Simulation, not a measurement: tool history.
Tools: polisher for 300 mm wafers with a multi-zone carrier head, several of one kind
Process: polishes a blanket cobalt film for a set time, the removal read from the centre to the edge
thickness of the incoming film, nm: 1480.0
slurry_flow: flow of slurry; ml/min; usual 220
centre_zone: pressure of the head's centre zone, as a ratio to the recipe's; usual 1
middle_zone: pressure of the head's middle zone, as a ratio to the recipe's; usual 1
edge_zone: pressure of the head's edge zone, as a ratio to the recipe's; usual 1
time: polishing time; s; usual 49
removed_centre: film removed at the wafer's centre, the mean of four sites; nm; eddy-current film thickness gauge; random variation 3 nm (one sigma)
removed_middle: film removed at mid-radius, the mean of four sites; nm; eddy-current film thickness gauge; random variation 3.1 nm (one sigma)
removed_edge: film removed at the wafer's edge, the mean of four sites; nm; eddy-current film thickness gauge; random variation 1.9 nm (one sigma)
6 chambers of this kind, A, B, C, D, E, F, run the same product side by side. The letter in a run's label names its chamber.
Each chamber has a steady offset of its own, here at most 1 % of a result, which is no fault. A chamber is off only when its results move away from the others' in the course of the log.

run,hour,slurry_flow,centre_zone,middle_zone,edge_zone,time,removed_centre,removed_middle,removed_edge
1F,9.1,220,1,1,1,49,279.89,277.18,275.61
2D,17.2,220,1,1,1,49,276.44,275.43,278.23
# hour 18.8: chamber F: worn pad replaced by a new one
3C,28.1,220,1,1,1,49,277.39,278.12,278.67
# hour 35.3: chamber C: slurry nozzle cleaned
4B,36.7,220,1,1,1,49,272.64,278.51,279.4
# hour 41.4: chamber E: worn pad replaced by a new one
# hour 43.1: chamber C: worn pad replaced by a new one
5A,44.9,220,1,1,1,49,275.03,275.6,271.7
6E,50.7,220,1,1,1,49,271.33,276.84,276.94
# hour 53.5: chamber A: worn pad replaced by a new one
# hour 58: chamber E: centre zone pressure recalibrated
7E,59.6,220,1,1,0.96,42,237.95,240.42,232.3
# hour 62.2: chamber B: worn pad replaced by a new one
# hour 63.5: chamber D: worn pad replaced by a new one
8D,69.2,220,1,1,0.96,42,235.79,238.47,233.93
9B,77.4,220,1,1,0.96,42,243.06,237.48,232.87
10F,85.3,220,1,1,0.96,42,239.59,235.2,232.25
# hour 90.7: chamber F: worn pad replaced by a new one
11C,97.5,220,1,1,0.96,42,239.25,238.67,233.31
12A,103.7,220,1,1,0.96,42,234.77,237.07,230.74
# hour 105.8: chamber E: worn pad replaced by a new one
13E,113.1,220,1.07,1.04,1,49,298.06,284.55,272.45
# hour 115.4: chamber D: slurry nozzle cleaned
# hour 121: chamber C: worn pad replaced by a new one
14A,125.2,220,1.07,1.04,1,49,303.82,284.68,272.64
# hour 125.4: chamber D: worn pad replaced by a new one
# hour 126.8: chamber A: centre zone pressure recalibrated
15B,133,220,1.07,1.04,1,49,299.67,286.99,280.72
# hour 134.5: chamber A: worn pad replaced by a new one
# hour 135.6: chamber E: slurry nozzle cleaned
# hour 139.5: chamber B: centre zone pressure recalibrated
16F,144.8,220,1.07,1.04,1,49,296.85,288.38,276.08
17D,155.1,220,1.07,1.04,1,49,300.45,286.7,279.03
# hour 157.6: chamber B: worn pad replaced by a new one
# hour 159: chamber F: worn pad replaced by a new one
18C,165.1,220,1.07,1.04,1,49,298.5,282.91,276.26
# hour 169.1: chamber E: worn pad replaced by a new one
19B,173.4,220,1,1,1,49,276.62,272.97,279.18
20A,183.9,270,1,1,1,49,284.5,283.92,280.49
21E,190.3,270,1,1,1,49,277.84,286.63,279.47
22F,202,270,1,1,1,49,281.9,279.72,279.86
# hour 202.8: chamber D: worn pad replaced by a new one
# hour 207.3: chamber C: worn pad replaced by a new one
23C,212.9,270,1,1,1,49,283.93,285.97,278.74
24D,218.7,270,1,1,1,49,286.33,283.48,284.21
# hour 220.8: chamber A: worn pad replaced by a new one
25B,226.8,270,1,1,1,49,282.31,285.03,283.81
# hour 230.8: chamber E: worn pad replaced by a new one
26C,237,220,1,1,1,49,273.67,270.89,278.93
# hour 238.3: chamber A: slurry nozzle cleaned
# hour 238.4: chamber F: worn pad replaced by a new one
27E,246,220,1,1,1,49,277,277.21,279.21
# hour 254.9: chamber B: worn pad replaced by a new one
28A,257,220,1,1,0.88,49,277.07,280.18,256.17
# hour 262.9: chamber D: worn pad replaced by a new one
# hour 263: chamber F: centre zone pressure recalibrated
29D,268.9,220,1,1,0.88,49,277.87,278.19,257.11
30F,281,220,1,1,0.88,49,274.02,273.47,257.21
# hour 289: chamber E: worn pad replaced by a new one
31A,292.1,220,1,1,0.88,49,277.63,280.66,256.65
# hour 295.1: chamber C: worn pad replaced by a new one
32F,302,220,1,1,0.88,49,278.38,277.58,256.82
33B,310.5,220,1,1,0.88,49,280.84,271.86,259.36
34C,320.7,220,1,1,0.95,49,281.81,274.32,269.87
35D,327.1,220,1,1,0.95,49,276.19,272.87,269.15
36E,336.6,220,1,1,0.95,49,279.36,273.92,267.81

Is one chamber off against the others, does the gauge drift, or is nothing wrong? If a chamber is off, say which, and what the likeliest cause is.

No chamber stands off beyond its own small offset, and the gauge holds steady.
